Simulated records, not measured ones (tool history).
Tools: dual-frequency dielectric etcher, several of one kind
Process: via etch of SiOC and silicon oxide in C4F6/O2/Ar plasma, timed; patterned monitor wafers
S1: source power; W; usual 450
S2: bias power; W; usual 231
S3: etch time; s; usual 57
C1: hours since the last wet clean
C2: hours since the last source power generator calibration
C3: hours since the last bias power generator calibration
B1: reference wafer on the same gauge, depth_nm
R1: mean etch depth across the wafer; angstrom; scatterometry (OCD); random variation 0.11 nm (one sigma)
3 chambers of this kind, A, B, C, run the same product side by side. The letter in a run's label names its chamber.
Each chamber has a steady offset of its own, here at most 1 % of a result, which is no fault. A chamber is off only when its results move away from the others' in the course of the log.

run 1C day=0.262 | S1=450 S2=231 S3=57 | C1=428.8 C2=2936 C3=1708.4 | B1=59.1 | R1=734.91
run 2B day=0.679 | S1=450 S2=231 S3=57 | C1=191.8 C2=447.1 C3=614.1 | B1=59.059 | R1=725.3
-- day=0.829 chamber C: wet clean of the chamber
run 3A day=1.117 | S1=450 S2=231 S3=57 | C1=30.6 C2=3675.3 C3=805.7 | B1=59.069 | R1=726.4
run 4C day=1.404 | S1=450 S2=231 S3=57 | C1=13.9 C2=2963.4 C3=1735.8 | B1=59.083 | R1=734.23
run 5A day=1.771 | S1=450 S2=231 S3=57 | C1=46.3 C2=3691 C3=821.4 | B1=59.042 | R1=726.94
run 6B day=2.054 | S1=450 S2=231 S3=57 | C1=224.8 C2=480.1 C3=647.1 | B1=59.028 | R1=726.54
run 7B day=2.408 | S1=500 S2=186 S3=57 | C1=233.3 C2=488.6 C3=655.6 | B1=59.021 | R1=705.25
run 8A day=2.642 | S1=500 S2=186 S3=57 | C1=67.2 C2=3711.9 C3=842.3 | B1=59.008 | R1=703.77
run 9C day=2.938 | S1=500 S2=186 S3=57 | C1=50.7 C2=3000.2 C3=1772.6 | B1=58.994 | R1=709.84
run 10A day=3.362 | S1=450 S2=231 S3=57 | C1=84.5 C2=3729.2 C3=859.6 | B1=59.006 | R1=726.64
run 11C day=3.617 | S1=450 S2=231 S3=57 | C1=67 C2=3016.5 C3=1788.9 | B1=59.01 | R1=731.45
run 12B day=4.038 | S1=450 S2=231 S3=57 | C1=272.4 C2=527.7 C3=694.7 | B1=59.002 | R1=725.69
run 13B day=4.504 | S1=450 S2=231 S3=57 | C1=283.6 C2=538.9 C3=705.9 | B1=58.976 | R1=725.79
run 14C day=4.867 | S1=450 S2=231 S3=57 | C1=97 C2=3046.5 C3=1818.9 | B1=58.962 | R1=729.81
run 15A day=5.367 | S1=450 S2=231 S3=57 | C1=132.6 C2=3777.3 C3=907.7 | B1=58.923 | R1=725.52
run 16B day=5.679 | S1=450 S2=231 S3=57 | C1=311.8 C2=567.1 C3=734.1 | B1=58.922 | R1=726.02
run 17A day=6.021 | S1=450 S2=231 S3=57 | C1=148.3 C2=3793 C3=923.4 | B1=58.908 | R1=724.74
run 18C day=6.525 | S1=450 S2=231 S3=57 | C1=136.8 C2=3086.3 C3=1858.7 | B1=58.915 | R1=731.63
run 19B day=6.871 | S1=450 S2=231 S3=57 | C1=340.4 C2=595.7 C3=762.7 | B1=58.907 | R1=725.51
run 20C day=7.367 | S1=450 S2=231 S3=57 | C1=157 C2=3106.5 C3=1878.9 | B1=58.916 | R1=731.98
run 21A day=7.662 | S1=450 S2=253 S3=46.5 | C1=187.7 C2=3832.4 C3=962.8 | B1=58.872 | R1=611.4
-- day=7.867 chamber B: wet clean of the chamber
run 22B day=7.917 | S1=450 S2=253 S3=46.5 | C1=1.3 C2=620.8 C3=787.8 | B1=58.893 | R1=609.31
run 23A day=8.258 | S1=450 S2=253 S3=46.5 | C1=202 C2=3846.7 C3=977.1 | B1=58.874 | R1=608.16
run 24C day=8.633 | S1=450 S2=231 S3=57 | C1=187.4 C2=3136.9 C3=1909.3 | B1=58.852 | R1=730.93
run 25C day=8.896 | S1=450 S2=231 S3=57 | C1=193.7 C2=3143.2 C3=1915.6 | B1=58.836 | R1=730.91
run 26B day=9.304 | S1=450 S2=231 S3=57 | C1=34.6 C2=654.1 C3=821.1 | B1=58.863 | R1=724.79
run 27A day=9.529 | S1=450 S2=231 S3=57 | C1=232.5 C2=3877.2 C3=1007.6 | B1=58.83 | R1=724.1
run 28C day=9.962 | S1=450 S2=231 S3=57 | C1=219.3 C2=3168.8 C3=1941.2 | B1=58.822 | R1=729.92
run 29B day=10.446 | S1=450 S2=231 S3=57 | C1=62 C2=681.5 C3=848.5 | B1=58.824 | R1=723.89
run 30A day=10.696 | S1=450 S2=231 S3=57 | C1=260.5 C2=3905.2 C3=1035.6 | B1=58.81 | R1=722.53
run 31C day=11.117 | S1=450 S2=231 S3=57 | C1=247 C2=3196.5 C3=1968.9 | B1=58.797 | R1=730.08
run 32B day=11.571 | S1=450 S2=231 S3=57 | C1=89 C2=708.5 C3=875.5 | B1=58.78 | R1=723.44
run 33A day=11.808 | S1=450 S2=231 S3=57 | C1=287.2 C2=3931.9 C3=1062.3 | B1=58.753 | R1=725.21
run 34A day=12.225 | S1=450 S2=231 S3=57 | C1=297.2 C2=3941.9 C3=1072.3 | B1=58.759 | R1=721.46
run 35C day=12.538 | S1=550 S2=231 S3=57 | C1=281.1 C2=3230.6 C3=2003 | B1=58.735 | R1=787.17
run 36B day=12.8 | S1=550 S2=231 S3=57 | C1=118.5 C2=738 C3=905 | B1=58.75 | R1=779.29
run 37C day=13.033 | S1=550 S2=231 S3=57 | C1=293 C2=3242.5 C3=2014.9 | B1=58.73 | R1=787.32

All 3 chambers run these settings next. Forecast each chamber's results:
run 38A day=13.396 | S1=450 S2=231 S3=57 | R1=?
run 38B day=13.396 | S1=450 S2=231 S3=57 | R1=?
run 38C day=13.396 | S1=450 S2=231 S3=57 | R1=?

run=38A R1=722.65
run=38B R1=723.1
run=38C R1=729.55
